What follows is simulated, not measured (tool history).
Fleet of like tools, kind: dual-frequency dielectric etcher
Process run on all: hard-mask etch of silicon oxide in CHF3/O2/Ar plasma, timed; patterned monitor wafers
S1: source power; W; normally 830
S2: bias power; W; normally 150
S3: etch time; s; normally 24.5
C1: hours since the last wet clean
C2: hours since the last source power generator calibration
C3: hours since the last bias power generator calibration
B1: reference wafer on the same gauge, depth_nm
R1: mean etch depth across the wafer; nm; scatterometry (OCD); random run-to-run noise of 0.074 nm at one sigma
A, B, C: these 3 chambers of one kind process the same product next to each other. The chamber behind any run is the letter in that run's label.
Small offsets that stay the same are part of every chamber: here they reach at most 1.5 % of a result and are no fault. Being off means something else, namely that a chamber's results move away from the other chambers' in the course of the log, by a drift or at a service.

run,hour,S1,S2,S3,C1,C2,C3,B1,R1
1C,5.6,830,150,24.5,204.4,503.2,3217.7,58.015,51.569
2B,13.5,830,150,24.5,86.1,748.8,1554.3,58.03,51.96
3A,17.7,830,150,24.5,450.2,244.1,618.5,58.048,51.023
4B,22.5,830,150,24.5,95.1,757.8,1563.3,58.061,51.97
5C,26.3,830,174,24.5,225.1,523.9,3238.4,58.058,54.317
6A,33.3,830,174,24.5,465.8,259.7,634.1,58.089,53.79
7A,38.3,830,174,24.5,470.8,264.7,639.1,58.098,53.69
8B,43.4,830,150,24.5,116,778.7,1584.2,58.093,51.999
# hour 49.6: chamber A: wet clean of the chamber
9C,49.7,830,150,24.5,248.5,547.3,3261.8,58.13,51.875
10C,55.3,900,150,24.5,254.1,552.9,3267.4,58.117,53.417
11A,61.3,900,150,24.5,11.8,287.7,662.1,58.159,52.797
12B,65.4,900,150,24.5,138,800.7,1606.2,58.163,53.711
13A,69,830,150,24.5,19.5,295.4,669.8,58.151,51.185
14C,75.7,830,150,24.5,274.5,573.3,3287.8,58.198,51.839
15B,79.4,830,150,24.5,152,814.7,1620.2,58.179,52.037
16B,85.6,830,150,24.5,158.2,820.9,1626.4,58.211,52.173
17C,92,720,150,24.5,290.8,589.6,3304.1,58.242,49.137
18A,97.9,720,150,24.5,48.4,324.3,698.7,58.243,48.445
19B,102.8,720,150,24.5,175.4,838.1,1643.6,58.226,49.308
20A,109,830,150,24.5,59.5,335.4,709.8,58.26,51.093
21C,116.2,830,150,24.5,315,613.8,3328.3,58.304,51.951
22A,123.3,830,150,24.5,73.8,349.7,724.1,58.297,51.365
23B,129.2,830,150,24.5,201.8,864.5,1670,58.323,52.263
24C,133,830,150,24.5,331.8,630.6,3345.1,58.319,51.941
25A,139.6,830,150,24.5,90.1,366,740.4,58.333,51.323

Decide between three cases: one chamber stands off from its peers, the gauge reading all wafers drifts, or nothing is wrong past each chamber's small offset. Where a chamber is off, say which and what most likely put it there.

It is the gauge, not a chamber: its drift shows up in every chamber's results at once, and no chamber is off.
Cause: gauge reads high (%) = 0.598.
